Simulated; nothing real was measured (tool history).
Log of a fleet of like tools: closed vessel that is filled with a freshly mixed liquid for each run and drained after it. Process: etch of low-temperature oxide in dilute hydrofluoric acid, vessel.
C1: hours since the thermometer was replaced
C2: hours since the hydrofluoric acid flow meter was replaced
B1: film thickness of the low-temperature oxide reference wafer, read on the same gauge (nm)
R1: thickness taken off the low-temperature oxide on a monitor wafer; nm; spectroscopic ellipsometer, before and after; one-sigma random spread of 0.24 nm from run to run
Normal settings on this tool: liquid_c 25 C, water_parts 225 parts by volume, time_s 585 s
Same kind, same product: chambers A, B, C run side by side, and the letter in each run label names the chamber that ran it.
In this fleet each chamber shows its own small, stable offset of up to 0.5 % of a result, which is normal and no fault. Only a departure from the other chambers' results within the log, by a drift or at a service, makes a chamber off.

Run 1B, hour 7.7: usual settings; C1 1886.9; C2 1280.5; B1 130.02. Result: R1 29.57 nm.
Run 2A, hour 16.7: usual settings; C1 2267.3; C2 1432.7; B1 130.02. Result: R1 29.275 nm.
Run 3C, hour 24: usual settings; C1 709.9; C2 433.3; B1 130. Result: R1 29.73 nm.
Run 4C, hour 28.3: usual settings; C1 714.2; C2 437.6; B1 129.99. Result: R1 29.761 nm.
Run 5B, hour 35.4: usual settings; C1 1914.6; C2 1308.2; B1 130.01. Result: R1 28.85 nm.
Run 6A, hour 43.5: usual settings; C1 2294.1; C2 1459.5; B1 130.03. Result: R1 29.53 nm.
Run 7B, hour 51.4: usual settings; C1 1930.6; C2 1324.2; B1 129.99. Result: R1 29.193 nm.
Run 8C, hour 56.8: usual settings; C1 742.7; C2 466.1; B1 130. Result: R1 29.515 nm.
Run 9A, hour 62.6: usual settings; C1 2313.2; C2 1478.6; B1 129.99. Result: R1 29.187 nm.
Run 10B, hour 71.2: usual settings but liquid_c 20 C, water_parts 320 parts by volume; C1 1950.4; C2 1344; B1 130.03. Result: R1 15.691 nm.
Run 11C, hour 78.8: usual settings but liquid_c 20 C, water_parts 320 parts by volume; C1 764.7; C2 488.1; B1 130.01. Result: R1 15.819 nm.
Run 12A, hour 85.7: usual settings but liquid_c 20 C, water_parts 320 parts by volume; C1 2336.3; C2 1501.7; B1 130.04. Result: R1 15.395 nm.
Run 13B, hour 92.8: usual settings; C1 1972; C2 1365.6; B1 129.99. Result: R1 29.544 nm.
Run 14C, hour 100.8: usual settings; C1 786.7; C2 510.1; B1 129.99. Result: R1 29.31 nm.
Run 15A, hour 109.2: usual settings; C1 2359.8; C2 1525.2; B1 130.01. Result: R1 28.544 nm.
Run 16B, hour 118.3: usual settings; C1 1997.5; C2 1391.1; B1 129.99. Result: R1 29.081 nm.
Run 17C, hour 122.2: usual settings but liquid_c 21.5 C, time_s 865 s; C1 808.1; C2 531.5; B1 130. Result: R1 37.556 nm.
Run 18A, hour 131.3: usual settings but liquid_c 21.5 C, time_s 865 s; C1 2381.9; C2 1547.3; B1 129.98. Result: R1 36.572 nm.
Run 19C, hour 137: usual settings but liquid_c 21.5 C, time_s 865 s; C1 822.9; C2 546.3; B1 129.98. Result: R1 39.024 nm.
Run 20B, hour 145.4: usual settings; C1 2024.6; C2 1418.2; B1 129.99. Result: R1 29.035 nm.
Run 21A, hour 152.4: usual settings; C1 2403; C2 1568.4; B1 130. Result: R1 27.994 nm.
Run 22B, hour 156.4: usual settings; C1 2035.6; C2 1429.2; B1 129.96. Result: R1 29.079 nm.
Run 23A, hour 161.3: usual settings but liquid_c 22.5 C, water_parts 290 parts by volume; C1 2411.9; C2 1577.3; B1 130.01. Result: R1 18.565 nm.
At hour 165.6: chamber A: thermometer replaced.
Run 24C, hour 168.4: usual settings but liquid_c 22.5 C, water_parts 290 parts by volume; C1 854.3; C2 577.7; B1 130. Result: R1 19.746 nm.
Run 25A, hour 173.9: usual settings but liquid_c 22.5 C, water_parts 290 parts by volume; C1 8.4; C2 1589.9; B1 130.02. Result: R1 18.423 nm.
Run 26C, hour 181: usual settings; C1 866.9; C2 590.3; B1 130.01. Result: R1 29.393 nm.
Run 27B, hour 186.8: usual settings; C1 2066; C2 1459.6; B1 129.97. Result: R1 29.202 nm.
Run 28C, hour 194.5: usual settings; C1 880.4; C2 603.8; B1 129.97. Result: R1 29 nm.

Has any chamber moved away from the others, gradually or after a service, or does the common gauge drift, or do the chambers differ only by their own small steady offsets? State the chamber and the most likely cause if one applies.

It is chamber A that slowly wanders off from its peers.
What lies behind it: hydrofluoric acid flow below the setpoint (%) = 6.14.

Chamber A could run next with any of the 4 candidate recipes listed below; each alters the usual settings, and their results appear as question marks. Which one brings its results back in line with what the other chambers deliver on the usual settings?
Allowed miss from the other chambers' usual-settings mean, per result, to count as in line: R1 0.84 nm
Run 29A-1, hour 201: usual settings but time_s 595 s. Result: R1 ?.
Run 29A-2, hour 201: usual settings but water_parts 230 parts by volume. Result: R1 ?.
Run 29A-3, hour 201: usual settings but water_parts 230 parts by volume, time_s 565 s. Result: R1 ?.
Run 29A-4, hour 201: usual settings but liquid_c 27 C. Result: R1 ?.

Mean of the other chambers on the usual settings: R1 29.368 nm
  run      R1
29A-1  27.849
29A-2  26.647
29A-3  25.736
29A-4  29.368
The answer is 29A-4, which returns the chamber to within the allowed miss of the others.
